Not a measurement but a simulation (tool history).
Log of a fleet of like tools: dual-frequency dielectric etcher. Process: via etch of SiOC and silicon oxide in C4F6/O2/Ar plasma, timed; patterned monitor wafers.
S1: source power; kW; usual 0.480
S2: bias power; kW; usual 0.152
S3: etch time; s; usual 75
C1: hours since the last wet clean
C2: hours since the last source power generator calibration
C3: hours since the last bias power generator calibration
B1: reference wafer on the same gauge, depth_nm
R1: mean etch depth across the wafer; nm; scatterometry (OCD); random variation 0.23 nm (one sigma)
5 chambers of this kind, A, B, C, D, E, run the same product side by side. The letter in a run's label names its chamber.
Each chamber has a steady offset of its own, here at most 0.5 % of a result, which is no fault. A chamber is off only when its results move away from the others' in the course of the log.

| run | hour | S1 | S2 | S3 | C1 | C2 | C3 | B1 | R1 |
|---|---|---|---|---|---|---|---|---|---|
| 1E | 5.0 | 0.480 | 0.152 | 75 | 145.4 | 1839.5 | 664.4 | 84.548 | 86.959 |
| 2B | 10.8 | 0.480 | 0.152 | 75 | 117.5 | 2799.3 | 551.2 | 84.641 | 86.332 |
| 3A | 14.2 | 0.480 | 0.152 | 75 | 331.7 | 262.6 | 826.6 | 84.586 | 86.427 |
| 4D | 18.2 | 0.480 | 0.152 | 75 | 351.0 | 2374.7 | 2115.1 | 84.612 | 86.150 |
| 5C | 21.4 | 0.480 | 0.152 | 75 | 522.3 | 2100.3 | 274.9 | 84.549 | 86.624 |
| 6E | 25.6 | 0.480 | 0.152 | 75 | 166.0 | 1860.1 | 685.0 | 84.570 | 86.440 |
| 7A | 33.0 | 0.380 | 0.152 | 75 | 350.5 | 281.4 | 845.4 | 84.600 | 78.693 |
| 8D | 40.2 | 0.380 | 0.152 | 75 | 373.0 | 2396.7 | 2137.1 | 84.567 | 79.087 |
| 9C | 47.3 | 0.380 | 0.152 | 75 | 548.2 | 2126.2 | 300.8 | 84.661 | 78.758 |
| 10B | 51.3 | 0.380 | 0.152 | 75 | 158.0 | 2839.8 | 591.7 | 84.616 | 79.262 |
| 11D | 55.3 | 0.380 | 0.152 | 75 | 388.1 | 2411.8 | 2152.2 | 84.642 | 78.713 |
| 12B | 61.8 | 0.480 | 0.152 | 75 | 168.5 | 2850.3 | 602.2 | 84.603 | 86.201 |
| 13A | 65.9 | 0.480 | 0.152 | 75 | 383.4 | 314.3 | 878.3 | 84.643 | 86.798 |
|  | 68.7 | chamber D: wet clean of the chamber |
| 14E | 71.3 | 0.480 | 0.152 | 75 | 211.7 | 1905.8 | 730.7 | 84.672 | 86.742 |
|  | 72.7 | chamber C: wet clean of the chamber |
| 15C | 76.7 | 0.480 | 0.152 | 75 | 4.1 | 2155.6 | 330.2 | 84.621 | 86.169 |
| 16A | 81.6 | 0.480 | 0.152 | 75 | 399.1 | 330.0 | 894.0 | 84.627 | 86.387 |
| 17B | 87.8 | 0.480 | 0.152 | 75 | 194.5 | 2876.3 | 628.2 | 84.566 | 86.455 |
| 18E | 95.0 | 0.480 | 0.152 | 75 | 235.4 | 1929.5 | 754.4 | 84.627 | 86.522 |
| 19D | 100.3 | 0.480 | 0.152 | 75 | 31.7 | 2456.8 | 2197.2 | 84.631 | 88.896 |
| 20C | 106.1 | 0.480 | 0.152 | 75 | 33.5 | 2185.0 | 359.6 | 84.604 | 86.389 |
| 21A | 110.8 | 0.480 | 0.152 | 75 | 428.3 | 359.2 | 923.2 | 84.526 | 86.394 |
| 22C | 118.2 | 0.480 | 0.152 | 75 | 45.6 | 2197.1 | 371.7 | 84.606 | 86.364 |
|  | 119.8 | chamber A: wet clean of the chamber |
| 23B | 125.1 | 0.480 | 0.152 | 75 | 231.8 | 2913.6 | 665.5 | 84.585 | 86.413 |
| 24D | 131.5 | 0.480 | 0.152 | 75 | 62.9 | 2488.0 | 2228.4 | 84.606 | 88.635 |
| 25E | 136.2 | 0.480 | 0.152 | 75 | 276.6 | 1970.7 | 795.6 | 84.618 | 86.906 |
| 26B | 141.4 | 0.480 | 0.152 | 75 | 248.1 | 2929.9 | 681.8 | 84.587 | 86.324 |
| 27C | 146.2 | 0.480 | 0.152 | 75 | 73.6 | 2225.1 | 399.7 | 84.549 | 86.193 |
| 28A | 153.3 | 0.480 | 0.152 | 75 | 33.6 | 401.7 | 965.7 | 84.606 | 86.495 |
| 29D | 160.4 | 0.480 | 0.152 | 75 | 91.8 | 2516.9 | 2257.3 | 84.621 | 88.544 |
| 30E | 163.7 | 0.480 | 0.152 | 75 | 304.1 | 1998.2 | 823.1 | 84.531 | 86.763 |
| 31A | 167.6 | 0.480 | 0.152 | 75 | 47.9 | 416.0 | 980.0 | 84.605 | 86.848 |
| 32B | 171.4 | 0.480 | 0.152 | 75 | 278.1 | 2959.9 | 711.8 | 84.596 | 86.404 |
| 33E | 174.9 | 0.480 | 0.152 | 75 | 315.3 | 2009.4 | 834.3 | 84.589 | 86.744 |
| 34C | 181.8 | 0.480 | 0.152 | 75 | 109.2 | 2260.7 | 435.3 | 84.610 | 86.663 |
| 35D | 189.0 | 0.480 | 0.152 | 75 | 120.4 | 2545.5 | 2285.9 | 84.608 | 88.483 |

Is one chamber off against the others, does the gauge drift, or is nothing wrong? If a chamber is off, say which, and what the likeliest cause is.

A service left chamber D off against the others.
Cause: etch rate over this chamber's usual, % = 3.15.

Here are 4 candidates for chamber D's next run, each the usual settings with a change, their results left as question marks. Which one brings its results back in line with what the others give on the usual settings?
In line means no further than this from the other chambers' mean on the usual settings: R1 0.810 nm
| 36D-1 | 194.3 | 0.480 | 0.152 | 75.5 |  |  |  |  | ? |
| 36D-2 | 194.3 | 0.480 | 0.152 | 77.0 |  |  |  |  | ? |
| 36D-3 | 194.3 | 0.480 | 0.151 | 73.0 |  |  |  |  | ? |
| 36D-4 | 194.3 | 0.470 | 0.152 | 75.0 |  |  |  |  | ? |

The other chambers' mean on the usual settings: R1 86.530 nm
| run | R1 |
|---|---|
| 36D-1 | 89.400 |
| 36D-2 | 91.176 |
| 36D-3 | 86.264 |
| 36D-4 | 88.072 |
36D-3 brings the chamber back in line.

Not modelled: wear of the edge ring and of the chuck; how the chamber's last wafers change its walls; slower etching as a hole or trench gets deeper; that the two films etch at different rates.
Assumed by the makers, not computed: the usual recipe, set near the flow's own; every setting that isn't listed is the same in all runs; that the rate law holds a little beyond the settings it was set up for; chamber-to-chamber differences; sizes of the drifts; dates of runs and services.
